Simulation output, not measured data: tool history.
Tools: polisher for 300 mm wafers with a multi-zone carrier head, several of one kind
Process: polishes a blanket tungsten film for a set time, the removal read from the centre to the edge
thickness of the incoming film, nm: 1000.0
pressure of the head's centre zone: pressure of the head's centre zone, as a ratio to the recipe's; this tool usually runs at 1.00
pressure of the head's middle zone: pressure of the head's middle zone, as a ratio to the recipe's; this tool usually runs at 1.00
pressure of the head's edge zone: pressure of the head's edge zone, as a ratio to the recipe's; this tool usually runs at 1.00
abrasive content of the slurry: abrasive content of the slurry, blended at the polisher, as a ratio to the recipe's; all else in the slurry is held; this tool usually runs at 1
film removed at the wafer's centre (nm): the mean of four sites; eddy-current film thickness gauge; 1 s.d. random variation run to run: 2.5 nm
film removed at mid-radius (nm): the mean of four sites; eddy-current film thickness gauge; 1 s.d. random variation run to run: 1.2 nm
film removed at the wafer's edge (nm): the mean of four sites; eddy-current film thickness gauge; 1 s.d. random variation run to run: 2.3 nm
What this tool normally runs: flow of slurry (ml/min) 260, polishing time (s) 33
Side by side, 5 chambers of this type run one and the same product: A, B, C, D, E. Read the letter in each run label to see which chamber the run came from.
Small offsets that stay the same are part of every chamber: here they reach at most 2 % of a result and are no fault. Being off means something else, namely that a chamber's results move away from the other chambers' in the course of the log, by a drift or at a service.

| run | hour | flow of slurry (ml/min) | pressure of the head's centre zone | pressure of the head's middle zone | pressure of the head's edge zone | abrasive content of the slurry | polishing time (s) | wafers polished on this pad | hours since the slurry nozzle was cleaned | hours since the centre zone pressure was calibrated | hours since the edge zone pressure was calibrated | film removed at the wafer's centre (nm) | film removed at mid-radius (nm) | film removed at the wafer's edge (nm) |
|---|---|---|---|---|---|---|---|---|---|---|---|---|---|---|
| 1A | 10.4 | 260 | 1.00 | 1.00 | 1.00 | 1 | 33 | 1406 | 12.7 | 29.5 | 394.0 | 191.58 | 190.46 | 189.52 |
|  | 13.5 | chamber C: worn pad replaced by a new one |
| 2C | 20.7 | 260 | 1.00 | 1.00 | 1.00 | 1 | 33 | 91 | 126.2 | 347.4 | 962.2 | 194.48 | 192.23 | 193.24 |
|  | 24.8 | chamber A: worn pad replaced by a new one |
|  | 27.1 | chamber D: worn pad replaced by a new one |
| 3D | 28.2 | 260 | 1.00 | 1.00 | 1.00 | 1 | 33 | 14 | 289.1 | 150.6 | 175.5 | 200.58 | 190.75 | 193.30 |
| 4E | 32.9 | 260 | 1.00 | 1.00 | 1.00 | 1 | 33 | 1058 | 275.8 | 372.8 | 314.5 | 191.28 | 192.38 | 195.25 |
| 5B | 42.3 | 260 | 1.00 | 1.00 | 1.00 | 1 | 33 | 850 | 376.2 | 853.2 | 80.9 | 188.01 | 192.49 | 194.06 |
| 6D | 52.2 | 260 | 1.00 | 1.00 | 1.00 | 1 | 33 | 318 | 313.1 | 174.6 | 199.5 | 194.78 | 191.80 | 194.76 |
| 7E | 60.7 | 260 | 1.00 | 1.00 | 1.00 | 1 | 33 | 1410 | 303.6 | 400.6 | 342.3 | 192.34 | 191.49 | 196.40 |
| 8C | 67.3 | 260 | 1.00 | 1.00 | 1.00 | 1 | 33 | 680 | 172.8 | 394.0 | 1008.8 | 190.13 | 189.53 | 191.80 |
| 9B | 73.7 | 260 | 1.00 | 1.00 | 1.00 | 1 | 33 | 1247 | 407.6 | 884.6 | 112.3 | 193.64 | 193.12 | 191.82 |
|  | 73.8 | chamber B: worn pad replaced by a new one |
|  | 74.9 | chamber E: worn pad replaced by a new one |
|  | 74.9 | chamber B: centre zone pressure recalibrated |
| 10A | 79.2 | 260 | 1.00 | 1.00 | 1.00 | 1 | 33 | 688 | 81.5 | 98.3 | 462.8 | 190.44 | 190.43 | 190.47 |
|  | 86.7 | chamber C: worn pad replaced by a new one |
| 11D | 87.2 | 260 | 1.00 | 1.00 | 1.00 | 1 | 33 | 761 | 348.1 | 209.6 | 234.5 | 195.78 | 192.79 | 195.54 |
| 12E | 97.4 | 260 | 1.00 | 1.00 | 1.00 | 1 | 33 | 285 | 340.3 | 437.3 | 379.0 | 194.80 | 191.86 | 190.71 |
| 13C | 106.5 | 260 | 1.00 | 1.00 | 1.00 | 1 | 33 | 250 | 212.0 | 433.2 | 1048.0 | 195.71 | 189.28 | 194.78 |
|  | 109.7 | chamber D: worn pad replaced by a new one |
| 14A | 113.7 | 260 | 0.95 | 0.89 | 1.00 | 1 | 33 | 1125 | 116.0 | 132.8 | 497.3 | 179.58 | 169.62 | 188.44 |
|  | 119.0 | chamber A: edge zone pressure recalibrated |
| 15B | 123.4 | 260 | 0.95 | 0.89 | 1.00 | 1 | 33 | 627 | 457.3 | 48.6 | 162.0 | 182.64 | 174.26 | 193.15 |
| 16D | 131.5 | 260 | 0.95 | 0.89 | 1.00 | 1 | 33 | 275 | 392.4 | 253.9 | 278.8 | 180.75 | 173.81 | 192.06 |
| 17E | 138.7 | 260 | 0.95 | 0.89 | 1.00 | 1 | 33 | 808 | 381.6 | 478.6 | 420.3 | 175.82 | 169.12 | 189.38 |
| 18A | 145.9 | 260 | 0.95 | 0.89 | 1.00 | 1 | 33 | 1532 | 148.2 | 165.0 | 26.9 | 185.42 | 169.09 | 193.49 |
|  | 149.8 | chamber A: worn pad replaced by a new one |
| 19C | 154.3 | 260 | 1.00 | 1.00 | 1.00 | 1 | 33 | 855 | 259.8 | 481.0 | 1095.8 | 184.15 | 191.54 | 191.60 |
|  | 155.6 | chamber C: centre zone pressure recalibrated |
| 20B | 162.6 | 260 | 1.09 | 0.95 | 1.00 | 1 | 33 | 1123 | 496.5 | 87.8 | 201.2 | 209.89 | 183.39 | 195.47 |
|  | 163.8 | chamber C: worn pad replaced by a new one |
| 21E | 170.8 | 260 | 1.09 | 0.95 | 1.00 | 1 | 33 | 1214 | 413.7 | 510.7 | 452.4 | 204.47 | 178.23 | 187.04 |
|  | 176.4 | chamber D: edge zone pressure recalibrated |
|  | 176.9 | chamber E: worn pad replaced by a new one |
| 22D | 178.7 | 260 | 1.09 | 0.95 | 1.00 | 1 | 33 | 873 | 439.6 | 301.1 | 2.3 | 212.47 | 181.49 | 191.47 |
|  | 183.9 | chamber B: worn pad replaced by a new one |
| 23C | 186.8 | 260 | 1.09 | 0.95 | 1.00 | 1 | 33 | 291 | 292.3 | 31.2 | 1128.3 | 211.01 | 181.36 | 190.09 |
| 24A | 192.2 | 260 | 1.09 | 0.95 | 1.00 | 1 | 33 | 536 | 194.5 | 211.3 | 73.2 | 214.47 | 182.64 | 189.10 |
| 25B | 197.4 | 320 | 1.00 | 1.00 | 1.11 | 1 | 33 | 171 | 531.3 | 122.6 | 236.0 | 201.04 | 195.48 | 210.20 |
| 26C | 204.8 | 320 | 1.00 | 1.00 | 1.11 | 1 | 33 | 519 | 310.3 | 49.2 | 1146.3 | 196.34 | 193.94 | 201.26 |
|  | 208.0 | chamber D: worn pad replaced by a new one |
| 27B | 209.8 | 320 | 1.00 | 1.00 | 1.11 | 1 | 33 | 328 | 543.7 | 135.0 | 248.4 | 200.81 | 196.31 | 206.67 |
| 28E | 215.2 | 320 | 1.00 | 1.00 | 1.11 | 1 | 33 | 484 | 458.1 | 555.1 | 496.8 | 185.52 | 187.29 | 202.84 |
| 29A | 224.0 | 320 | 1.00 | 1.00 | 1.11 | 1 | 33 | 939 | 226.3 | 243.1 | 105.0 | 201.16 | 192.48 | 205.49 |
| 30D | 229.8 | 260 | 1.00 | 1.00 | 1.00 | 1 | 33 | 276 | 490.7 | 352.2 | 53.4 | 198.41 | 192.11 | 189.92 |
|  | 231.5 | chamber E: edge zone pressure recalibrated |
| 31A | 235.6 | 260 | 1.00 | 1.00 | 1.00 | 1 | 33 | 1085 | 237.9 | 254.7 | 116.6 | 193.05 | 189.09 | 192.43 |
| 32B | 244.0 | 260 | 1.00 | 1.00 | 1.00 | 1 | 33 | 761 | 577.9 | 169.2 | 282.6 | 191.39 | 193.93 | 193.88 |
| 33E | 253.8 | 260 | 1.00 | 0.89 | 1.00 | 1 | 41 | 973 | 496.7 | 593.7 | 22.4 | 220.93 | 198.73 | 226.67 |

Does one chamber stand apart from the rest, does the shared gauge drift, or is all well apart from small per-chamber offsets? Give the chamber and the most likely cause, where there is one.

One chamber, E, drifts off from the rest bit by bit.
Most likely cause: slurry flow missing at the pad, % = 39.6.

Which of the 4 candidates below, each the usual settings with something changed and its results left as question marks, puts chamber E back in line with what the other chambers give on the usual settings?
Counts as in line when no further than this from what the other chambers average on the usual settings: film removed at the wafer's centre (nm) 8.90; film removed at mid-radius (nm) 4.30; film removed at the wafer's edge (nm) 7.90
| 34E-1 | 261.5 | 265 | 1.02 | 1.01 | 0.99 | 1 | 35 |  |  |  |  | ? | ? | ? |
| 34E-2 | 261.5 | 255 | 0.98 | 0.99 | 1.01 | 1 | 31 |  |  |  |  | ? | ? | ? |
| 34E-3 | 261.5 | 260 | 1.01 | 1.00 | 0.99 | 1 | 34 |  |  |  |  | ? | ? | ? |
| 34E-4 | 261.5 | 260 | 0.99 | 1.00 | 1.01 | 1 | 32 |  |  |  |  | ? | ? | ? |

The mean the other chambers reach with the usual settings: film removed at the wafer's centre (nm) 192.19; film removed at mid-radius (nm) 190.66; film removed at the wafer's edge (nm) 191.71
| run | film removed at the wafer's centre (nm) | film removed at mid-radius (nm) | film removed at the wafer's edge (nm) |
|---|---|---|---|
| 34E-1 | 190.13 | 190.91 | 192.13 |
| 34E-2 | 159.87 | 164.93 | 171.12 |
| 34E-3 | 181.99 | 183.17 | 186.20 |
| 34E-4 | 167.57 | 172.41 | 177.07 |
The answer is 34E-1, which returns the chamber to within the allowed miss of the others.

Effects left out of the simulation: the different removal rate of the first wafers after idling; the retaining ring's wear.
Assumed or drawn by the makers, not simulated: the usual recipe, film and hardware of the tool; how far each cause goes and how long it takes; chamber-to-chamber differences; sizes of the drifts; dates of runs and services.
